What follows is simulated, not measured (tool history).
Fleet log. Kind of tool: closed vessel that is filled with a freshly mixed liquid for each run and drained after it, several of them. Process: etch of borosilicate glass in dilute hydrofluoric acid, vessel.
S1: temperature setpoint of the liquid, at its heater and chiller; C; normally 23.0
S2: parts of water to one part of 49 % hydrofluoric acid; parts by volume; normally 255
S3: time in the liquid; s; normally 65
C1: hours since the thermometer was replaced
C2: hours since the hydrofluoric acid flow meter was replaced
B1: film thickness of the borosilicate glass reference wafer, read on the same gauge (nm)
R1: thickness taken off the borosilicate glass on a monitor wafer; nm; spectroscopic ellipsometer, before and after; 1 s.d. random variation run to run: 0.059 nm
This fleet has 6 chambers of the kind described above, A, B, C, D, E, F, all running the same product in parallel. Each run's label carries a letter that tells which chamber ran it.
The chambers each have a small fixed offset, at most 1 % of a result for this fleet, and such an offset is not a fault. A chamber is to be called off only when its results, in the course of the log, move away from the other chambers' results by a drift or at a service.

run,hour,S1,S2,S3,C1,C2,B1,R1
# hour 6.5: chamber A: thermometer replaced
1E,13.7,23.0,255,65,180.0,627.8,130.01,6.0724
2F,29.0,23.0,255,65,480.4,2012.4,130.01,6.1685
3C,40.0,23.0,255,65,796.4,2059.0,130.01,6.0604
4D,54.4,23.0,255,65,550.7,526.7,130.02,6.0919
# hour 66.9: chamber C: thermometer replaced
5B,69.2,18.5,375,65,1091.1,355.9,129.99,3.1495
6A,79.7,18.5,375,65,73.2,520.3,129.99,3.1778
7D,90.9,18.5,375,65,587.2,563.2,129.99,3.1546
8E,105.5,18.5,375,65,271.8,719.6,130.00,3.1312
# hour 109.0: chamber D: thermometer replaced
9C,118.8,18.5,375,65,51.9,2137.8,130.01,3.1840
10F,131.6,18.5,375,65,583.0,2115.0,130.00,3.1778
# hour 139.9: chamber F: thermometer replaced
11A,144.1,23.0,255,65,137.6,584.7,130.03,6.0815
12B,155.6,23.0,255,65,1177.5,442.3,130.00,6.0708
# hour 157.0: chamber E: hydrofluoric acid flow meter replaced
# hour 167.9: chamber C: hydrofluoric acid flow meter replaced
13A,170.5,23.0,255,65,164.0,611.1,130.00,6.0536
14F,186.2,23.0,255,65,46.3,2169.6,130.00,6.0639
15D,198.0,23.0,255,65,89.1,670.3,130.01,6.0829
16C,205.3,23.0,255,65,138.4,37.5,129.97,6.0617
17B,218.3,23.0,255,65,1240.2,505.0,129.98,6.3557
18E,231.5,23.0,255,65,397.8,74.5,129.99,5.9942
19D,247.0,23.0,255,65,138.1,719.3,129.97,6.0231
20B,255.1,23.0,255,65,1277.0,541.8,129.99,6.3736
21A,267.9,23.0,255,65,261.4,708.5,130.00,6.1085
22E,282.1,23.0,255,65,448.4,125.1,129.96,6.0657
23F,298.0,23.0,255,65,158.1,2281.4,129.98,6.1728
24C,312.5,23.0,255,65,245.6,144.7,130.00,6.0964
25E,322.9,23.0,255,65,489.2,165.9,130.04,6.0015
26C,332.5,23.0,255,65,265.6,164.7,130.01,6.0533
27F,345.1,23.0,255,65,205.2,2328.5,129.99,6.1122
28A,356.5,25.5,180,65,350.0,797.1,130.02,10.2860
29D,365.0,25.5,180,65,256.1,837.3,130.01,10.4170
30B,380.6,25.5,180,65,1402.5,667.3,130.04,10.8150
31A,391.8,25.5,180,65,385.3,832.4,129.99,10.3260
32E,400.0,25.5,180,65,566.3,243.0,130.00,10.3420
33F,411.6,25.5,180,65,271.7,2395.0,129.97,10.5480
34C,420.0,20.0,255,65,353.1,252.2,129.99,5.5414
35D,432.7,20.0,255,65,323.8,905.0,130.03,5.5311
36B,439.8,20.0,255,65,1461.7,726.5,129.99,5.8792
37F,452.2,20.0,255,65,312.3,2435.6,130.00,5.4239
38C,462.8,20.0,255,65,395.9,295.0,129.98,5.4381
39E,472.3,20.0,255,65,638.6,315.3,130.03,5.3981
40A,479.5,23.0,255,65,473.0,920.1,130.01,6.1647
41B,491.3,23.0,255,65,1513.2,778.0,130.00,6.5786

Is one chamber off against the others, does the gauge drift, or is nothing wrong? If a chamber is off, say which, and what the likeliest cause is.

It is chamber B that slowly wanders off from its peers.
Likeliest cause: hydrofluoric acid flow above the setpoint (%) = 7.34.
From this log alone, it may not be told apart from: liquid hotter than its thermometer reads (K).

Chamber B could run next with any of the 4 candidate recipes listed below; each alters the usual settings, and their results appear as question marks. Which one brings its results back in line with what the other chambers deliver on the usual settings?
In line means no further than this from the other chambers' mean on the usual settings: R1 0.2100 nm
42B-1,502.8,23.5,255,75,,,,?
42B-2,502.8,23.0,270,60,,,,?
42B-3,502.8,23.0,235,65,,,,?
42B-4,502.8,23.0,255,60,,,,?

The mean the other chambers reach with the usual settings: R1 6.0812 nm
run,R1
42B-1,7.7868
42B-2,5.6998
42B-3,7.3232
42B-4,6.1170
42B-4 brings the chamber back in line.

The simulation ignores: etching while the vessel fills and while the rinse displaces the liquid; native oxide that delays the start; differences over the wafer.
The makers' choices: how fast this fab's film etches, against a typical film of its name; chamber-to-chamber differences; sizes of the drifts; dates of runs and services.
